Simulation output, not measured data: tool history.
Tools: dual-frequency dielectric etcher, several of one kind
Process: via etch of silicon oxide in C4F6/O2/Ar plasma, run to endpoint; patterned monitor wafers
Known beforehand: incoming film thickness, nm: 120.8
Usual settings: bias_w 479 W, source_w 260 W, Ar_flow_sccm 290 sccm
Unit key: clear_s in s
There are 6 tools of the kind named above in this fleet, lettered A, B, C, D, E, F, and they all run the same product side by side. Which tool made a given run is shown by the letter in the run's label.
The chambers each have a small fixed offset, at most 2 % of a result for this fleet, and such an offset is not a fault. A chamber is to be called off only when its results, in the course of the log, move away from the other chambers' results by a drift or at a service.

| run | hour | bias_w | source_w | Ar_flow_sccm | clear_s |
|---|---|---|---|---|---|
| 1E | 5.1 | 479 | 260 | 290 | 31.527 |
| 2D | 12.1 | 479 | 260 | 290 | 31.723 |
| 3C | 17.7 | 479 | 260 | 290 | 31.31 |
| 4B | 23.2 | 479 | 260 | 290 | 30.853 |
| 5F | 28.1 | 479 | 260 | 290 | 31.15 |
|  | 33.3 | chamber A: bias power generator calibrated |
| 6A | 35.1 | 479 | 260 | 290 | 31.857 |
| 7C | 40.3 | 479 | 260 | 290 | 31.605 |
| 8B | 46.7 | 415 | 290 | 290 | 31.298 |
| 9D | 51.5 | 415 | 290 | 290 | 32.008 |
|  | 59.4 | chamber E: bias power generator calibrated |
| 10E | 61.3 | 415 | 290 | 290 | 31.723 |
|  | 62.4 | chamber C: wet clean of the chamber |
|  | 64.4 | chamber B: wet clean of the chamber |
| 11F | 70.5 | 415 | 290 | 290 | 31.946 |
|  | 76.7 | chamber F: bias power generator calibrated |
| 12A | 77.5 | 415 | 290 | 290 | 32.3 |
| 13B | 83.5 | 415 | 290 | 290 | 31.489 |
| 14A | 89.5 | 546 | 260 | 290 | 30.213 |
| 15E | 99.9 | 546 | 260 | 290 | 29.619 |
| 16D | 109.1 | 546 | 260 | 290 | 30.181 |
| 17C | 116 | 546 | 260 | 290 | 29.914 |
| 18F | 124.6 | 546 | 260 | 290 | 29.69 |
| 19E | 129.5 | 546 | 260 | 290 | 29.909 |
| 20D | 139.1 | 479 | 260 | 290 | 31.587 |
| 21F | 146.6 | 479 | 260 | 290 | 31.277 |
| 22B | 153.2 | 479 | 260 | 290 | 30.73 |
| 23C | 160.8 | 479 | 260 | 290 | 31.099 |
|  | 163.5 | chamber F: wet clean of the chamber |
| 24A | 167.1 | 479 | 260 | 290 | 31.607 |
| 25F | 178 | 479 | 260 | 290 | 31.233 |
| 26B | 188.2 | 479 | 260 | 290 | 30.924 |
| 27E | 197.7 | 479 | 210 | 248 | 33.649 |
| 28C | 204.1 | 479 | 210 | 248 | 33.2 |
| 29D | 210.9 | 479 | 210 | 248 | 33.296 |
| 30A | 218.4 | 479 | 210 | 248 | 33.507 |
|  | 219.5 | chamber A: wet clean of the chamber |
| 31D | 227.7 | 479 | 210 | 248 | 33.751 |
| 32A | 236.5 | 479 | 210 | 248 | 33.627 |
| 33B | 241.9 | 479 | 260 | 290 | 30.935 |
| 34E | 250.2 | 479 | 280 | 260 | 30.295 |
| 35C | 258.6 | 479 | 280 | 260 | 30.184 |
| 36F | 263.6 | 479 | 280 | 260 | 30.305 |
| 37F | 270.2 | 479 | 280 | 260 | 30.168 |
|  | 272 | chamber D: wet clean of the chamber |
| 38E | 278.6 | 479 | 280 | 260 | 30.039 |
| 39A | 283.7 | 479 | 280 | 260 | 30.379 |
| 40B | 289.8 | 479 | 260 | 290 | 30.516 |
| 41C | 296.1 | 479 | 260 | 290 | 31.6 |
| 42D | 300.9 | 425 | 260 | 224 | 32.227 |
| 43D | 310.9 | 425 | 260 | 224 | 32.471 |

Decide between three cases: one chamber stands off from its peers, the gauge reading all wafers drifts, or nothing is wrong past each chamber's small offset. Where a chamber is off, say which and what most likely put it there.

All chambers stay in line apart from their small fixed offsets, and the gauge does not drift.
